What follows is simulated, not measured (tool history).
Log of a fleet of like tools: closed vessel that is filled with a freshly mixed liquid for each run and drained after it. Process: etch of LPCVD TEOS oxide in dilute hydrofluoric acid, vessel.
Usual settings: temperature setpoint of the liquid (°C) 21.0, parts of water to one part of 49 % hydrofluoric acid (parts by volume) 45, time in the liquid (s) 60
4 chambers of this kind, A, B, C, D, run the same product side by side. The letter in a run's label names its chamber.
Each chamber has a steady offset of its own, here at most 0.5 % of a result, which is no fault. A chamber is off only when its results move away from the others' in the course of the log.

| run | hour | temperature setpoint of the liquid (°C) | parts of water to one part of 49 % hydrofluoric acid (parts by volume) | time in the liquid (s) | hours since the thermometer was replaced | hours since the hydrofluoric acid flow meter was replaced | read-back film thickness of the LPCVD TEOS oxide reference wafer, read on the same gauge (nm) | thickness taken off the LPCVD TEOS oxide on a monitor wafer (nm) |
|---|---|---|---|---|---|---|---|---|
| 1C | 5.9 | 21.0 | 45 | 60 | 787.8 | 686.7 | 90.003 | 69.193 |
| 2B | 11.3 | 21.0 | 45 | 60 | 389.2 | 1140.9 | 90.018 | 68.647 |
| 3D | 20.7 | 21.0 | 45 | 60 | 1172.4 | 345.0 | 90.008 | 69.425 |
|  | 24.3 | chamber C: hydrofluoric acid flow meter replaced |
| 4A | 30.2 | 21.0 | 45 | 60 | 1526.2 | 1141.6 | 89.990 | 69.381 |
| 5B | 37.6 | 21.0 | 45 | 60 | 415.5 | 1167.2 | 89.980 | 69.854 |
| 6D | 43.2 | 21.0 | 45 | 60 | 1194.9 | 367.5 | 90.011 | 70.434 |
| 7A | 49.0 | 21.0 | 45 | 60 | 1545.0 | 1160.4 | 89.994 | 69.786 |
|  | 56.9 | chamber B: hydrofluoric acid flow meter replaced |
| 8C | 56.9 | 21.0 | 60 | 60 | 838.8 | 32.7 | 90.002 | 51.506 |
| 9B | 66.2 | 21.0 | 60 | 60 | 444.1 | 9.3 | 90.006 | 51.528 |
| 10C | 71.1 | 21.0 | 60 | 60 | 853.0 | 46.9 | 90.010 | 50.989 |
| 11D | 79.6 | 21.0 | 60 | 60 | 1231.3 | 403.9 | 90.001 | 50.860 |
| 12A | 83.9 | 21.0 | 45 | 60 | 1579.9 | 1195.3 | 89.995 | 69.282 |
| 13A | 93.3 | 21.0 | 45 | 60 | 1589.3 | 1204.7 | 89.990 | 69.743 |
| 14B | 101.1 | 23.5 | 55 | 60 | 479.0 | 44.2 | 90.009 | 63.043 |
| 15D | 105.6 | 23.5 | 55 | 60 | 1257.3 | 429.9 | 90.006 | 63.195 |
| 16C | 112.0 | 23.5 | 55 | 60 | 893.9 | 87.8 | 90.010 | 62.622 |
| 17D | 116.5 | 23.5 | 55 | 60 | 1268.2 | 440.8 | 90.007 | 62.180 |
| 18B | 121.8 | 21.0 | 45 | 60 | 499.7 | 64.9 | 89.995 | 69.726 |
| 19A | 129.6 | 21.0 | 45 | 60 | 1625.6 | 1241.0 | 90.001 | 70.449 |
| 20C | 137.2 | 21.0 | 45 | 60 | 919.1 | 113.0 | 89.993 | 70.160 |
| 21D | 141.8 | 21.0 | 45 | 90 | 1293.5 | 466.1 | 90.004 | 105.310 |
|  | 148.0 | chamber A: hydrofluoric acid flow meter replaced |
| 22B | 148.0 | 21.0 | 45 | 90 | 525.9 | 91.1 | 89.996 | 104.720 |
| 23A | 154.8 | 21.0 | 45 | 90 | 1650.8 | 6.9 | 90.032 | 107.270 |
| 24C | 160.8 | 21.0 | 45 | 90 | 942.7 | 136.6 | 90.001 | 104.390 |

All 4 chambers run these settings next. Forecast each chamber's results:
| 25A | 167.7 | 21.0 | 45 | 80 |  |  |  | ? |
| 25B | 167.7 | 21.0 | 45 | 80 |  |  |  | ? |
| 25C | 167.7 | 21.0 | 45 | 80 |  |  |  | ? |
| 25D | 167.7 | 21.0 | 45 | 80 |  |  |  | ? |

| run | thickness taken off the LPCVD TEOS oxide on a monitor wafer (nm) |
|---|---|
| 25A | 97.558 |
| 25B | 92.244 |
| 25C | 93.944 |
| 25D | 93.234 |

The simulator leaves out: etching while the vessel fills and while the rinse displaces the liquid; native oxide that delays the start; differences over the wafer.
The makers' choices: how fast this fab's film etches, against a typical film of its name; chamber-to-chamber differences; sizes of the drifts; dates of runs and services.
